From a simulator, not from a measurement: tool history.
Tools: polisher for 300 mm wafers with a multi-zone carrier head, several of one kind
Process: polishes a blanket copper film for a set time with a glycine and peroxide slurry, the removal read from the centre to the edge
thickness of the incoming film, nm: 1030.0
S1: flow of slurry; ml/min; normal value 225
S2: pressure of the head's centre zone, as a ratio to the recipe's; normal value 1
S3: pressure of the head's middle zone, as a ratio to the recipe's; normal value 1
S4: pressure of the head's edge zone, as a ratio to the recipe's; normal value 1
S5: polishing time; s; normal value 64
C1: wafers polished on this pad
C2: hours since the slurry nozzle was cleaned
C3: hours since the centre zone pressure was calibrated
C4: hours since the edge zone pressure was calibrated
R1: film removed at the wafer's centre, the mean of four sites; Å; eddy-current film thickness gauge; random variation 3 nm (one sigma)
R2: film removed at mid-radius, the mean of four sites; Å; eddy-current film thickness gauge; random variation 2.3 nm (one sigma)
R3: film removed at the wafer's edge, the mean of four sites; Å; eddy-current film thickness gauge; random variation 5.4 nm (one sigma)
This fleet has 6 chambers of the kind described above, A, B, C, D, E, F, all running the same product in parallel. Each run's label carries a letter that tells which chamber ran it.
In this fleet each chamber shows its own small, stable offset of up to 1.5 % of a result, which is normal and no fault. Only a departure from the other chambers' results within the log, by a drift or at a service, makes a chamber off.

run     day   S1    S2    S3  S4  S5    C1     C2     C3      C4      R1      R2      R3
      0.054  -- chamber E: worn pad replaced by a new one
 1E   0.254  225     1     1   1  64    64  288.1  738.7   523.1  3901.8  3847.6  3908.1
      0.446  -- chamber C: slurry nozzle cleaned
      0.592  -- chamber F: slurry nozzle cleaned
 2F   0.633  225     1     1   1  64   226      1  285.6   311.1  3904.7  3887.4  3812.9
 3B   0.842  225     1     1   1  64  1052  413.9  454.7   385.9  3827.4  3882.8  3807.3
      1.033  -- chamber B: worn pad replaced by a new one
      1.179  -- chamber A: centre zone pressure recalibrated
 4A   1.225  225     1     1   1  64   819    792    1.2   473.1  3794.7  3824.8    3861
      1.333  -- chamber A: worn pad replaced by a new one
 5D     1.6  225     1     1   1  64  1172  102.2  387.5  1069.8  3820.3  3806.5  3907.4
      1.625  -- chamber A: slurry nozzle cleaned
 6C   2.004  225  0.95  0.93   1  64   646   37.5    926    70.7  3589.9  3603.4  3836.8
      2.358  -- chamber C: worn pad replaced by a new one
      2.404  -- chamber E: worn pad replaced by a new one
 7B   2.412  225  0.95  0.93   1  64   433  451.6  492.4   423.6  3613.9  3628.2  3824.7
      2.579  -- chamber D: worn pad replaced by a new one
 8D   2.821  225  0.95  0.93   1  64    76  131.5  416.8  1099.1  3610.2  3590.4  3963.7
 9A   3.096  225  0.95  0.93   1  64   555   35.3   46.1     518  3640.7  3633.3  3895.2
10F   3.367  225  0.95  0.93   1  64  1086   66.6  351.2   376.7  3653.1  3588.2  3796.5
      3.425  -- chamber F: worn pad replaced by a new one
11E   3.592  225  0.95  0.93   1  64   374  368.2  818.8   603.2  3663.7  3622.5  3896.2
      3.621  -- chamber A: worn pad replaced by a new one
      3.892  -- chamber C: centre zone pressure recalibrated
12C   3.942  225     1     1   1  64   498     84    1.2   117.2  3781.2  3852.7  3816.3
      4.017  -- chamber B: slurry nozzle cleaned
13D   4.262  225     1     1   1  64   530  166.1  451.4  1133.7  3838.3  3850.4    3793
      4.454  -- chamber D: edge zone pressure recalibrated
14F   4.508  225     1     1   1  64   341     94  378.6   404.1  3880.9  3861.9  3796.2
      4.529  -- chamber B: worn pad replaced by a new one
      4.562  -- chamber D: centre zone pressure recalibrated
       4.65  -- chamber E: worn pad replaced by a new one
      4.838  -- chamber C: worn pad replaced by a new one
15E   4.896  225     1     1   1  64    77  399.5  850.1   634.5  3867.4  3820.6  3839.3
16C   5.262  225     1     1   1  64   134  115.7   32.9   148.9  3881.2  3910.8  3787.4
17A   5.538  225     1     1   1  64   603   93.9  104.7   576.6  3836.8  3871.3  3864.5
18B   5.738  225     1     1   1  64   380   41.3  572.2   503.4  3818.5  3852.1    3802
19F   5.979  225     1     1   1  64   804  129.3  413.9   439.4    3886  3876.5  3785.1
      6.121  -- chamber A: worn pad replaced by a new one
20D   6.442  225     1     1   1  64  1215  218.4   45.2    47.8    3837  3829.3  3836.2
       6.45  -- chamber D: worn pad replaced by a new one
      6.571  -- chamber F: worn pad replaced by a new one
21B   6.692  225     1     1   1  64   680   64.2  595.1   526.3    3800  3852.9  3887.7
      7.075  -- chamber E: worn pad replaced by a new one
22A   7.133  225  1.07  0.94   1  64   319  132.2    143   614.9  4193.3  3650.7  3884.4
      7.471  -- chamber B: worn pad replaced by a new one
23E   7.492  225  1.07  0.94   1  64   131  461.8  912.4   696.8  4019.8  3524.5  3728.6
      7.621  -- chamber C: worn pad replaced by a new one
24C   7.829  225  1.07  0.94   1  64    66  177.3   94.5   210.5  4103.9  3690.1  3900.1
25C   8.229  225  1.07  0.94   1  64   192  186.9  104.1   220.1  4100.4  3654.7  3892.6
26F   8.562  225  1.07  0.94   1  64   627  191.3  475.9   501.4  4132.8  3681.4  3956.3
      8.621  -- chamber A: worn pad replaced by a new one
27A   8.762  225  1.07  0.94   1  64    44  171.3  182.1     654  4180.3  3639.6  3920.5
28E   9.154  225     1     1   1  64   654  501.7  952.3   736.7  3748.2    3757  3693.6
29D   9.571  225     1     1   1  64   983  293.5  120.3   122.9  3811.3    3789  3919.1
      9.679  -- chamber E: worn pad replaced by a new one
      9.879  -- chamber F: worn pad replaced by a new one
30B   9.879  285   1.1     1   1  64   758  140.7  671.6   602.8  4475.7  3936.4    3815
      9.925  -- chamber F: centre zone pressure recalibrated
     10.071  -- chamber C: worn pad replaced by a new one
31A  10.171  285   1.1     1   1  64   487  205.1  215.9   687.8    4387    3950  3968.3
32F  10.396  285   1.1     1   1  64   162  235.3   11.3   545.4  4445.9  3974.9  3938.7
     10.579  -- chamber D: worn pad replaced by a new one
33E  10.675  285   1.1     1   1  64   314  538.2  988.8   773.2  4293.2  3752.9  3840.8
     10.754  -- chamber B: worn pad replaced by a new one
34C  11.054  285   1.1     1   1  64   309  254.7  171.9   287.9  4415.5  3972.8  3954.8
     11.233  -- chamber A: worn pad replaced by a new one
35B   11.35  285   1.1     1   1  64   188    176  706.9   638.1  4447.4  3919.2  3900.1
36D  11.775  225     1     1   1  64   376  346.4  173.2   175.8  3887.7  3792.1  3804.3
37D  12.112  225     1     1   1  64   482  354.5  181.3   183.9    3835  3815.5  3874.1
38A  12.529  225     1     1   1  81   408  261.7  272.5   744.4  4860.5  4814.3  4773.6

Which is it: a chamber that has drifted or been left off by a service, a gauge drift common to all chambers, or only each chamber's usual small offset? If a chamber is off, name it and its likeliest cause.

Little by little, chamber E moves away from the other chambers.
Most likely cause: slurry flow missing at the pad, % = 37.

Here are 4 candidates for chamber E's next run, each the usual settings with a change, their results left as question marks. Which one brings its results back in line with what the others give on the usual settings?
In line here means within this much of the mean the other chambers give on the usual settings: R1 110 Å; R2 81 Å; R3 190 Å
39E-1  12.858  230  1.01  1.01  0.99  65                   ?   ?   ?
39E-2  12.858  220  0.99  0.99  1.01  63                   ?   ?   ?
39E-3  12.858  230  1.02  1.02  0.98  67                   ?   ?   ?
39E-4  12.858  220  0.98  0.98  1.02  61                   ?   ?   ?

The other chambers' mean on the usual settings: R1 3838.1 Å; R2 3842.6 Å; R3 3819.5 Å
  run      R1      R2      R3
39E-1  3686.8  3683.1  3738.6
39E-2  3460.9  3474.2  3639.6
39E-3  3841.6  3830.9  3832.9
39E-4  3313.7  3332.8  3542.8
The right change is 39E-3: it brings the chamber back within the allowed miss of the others.
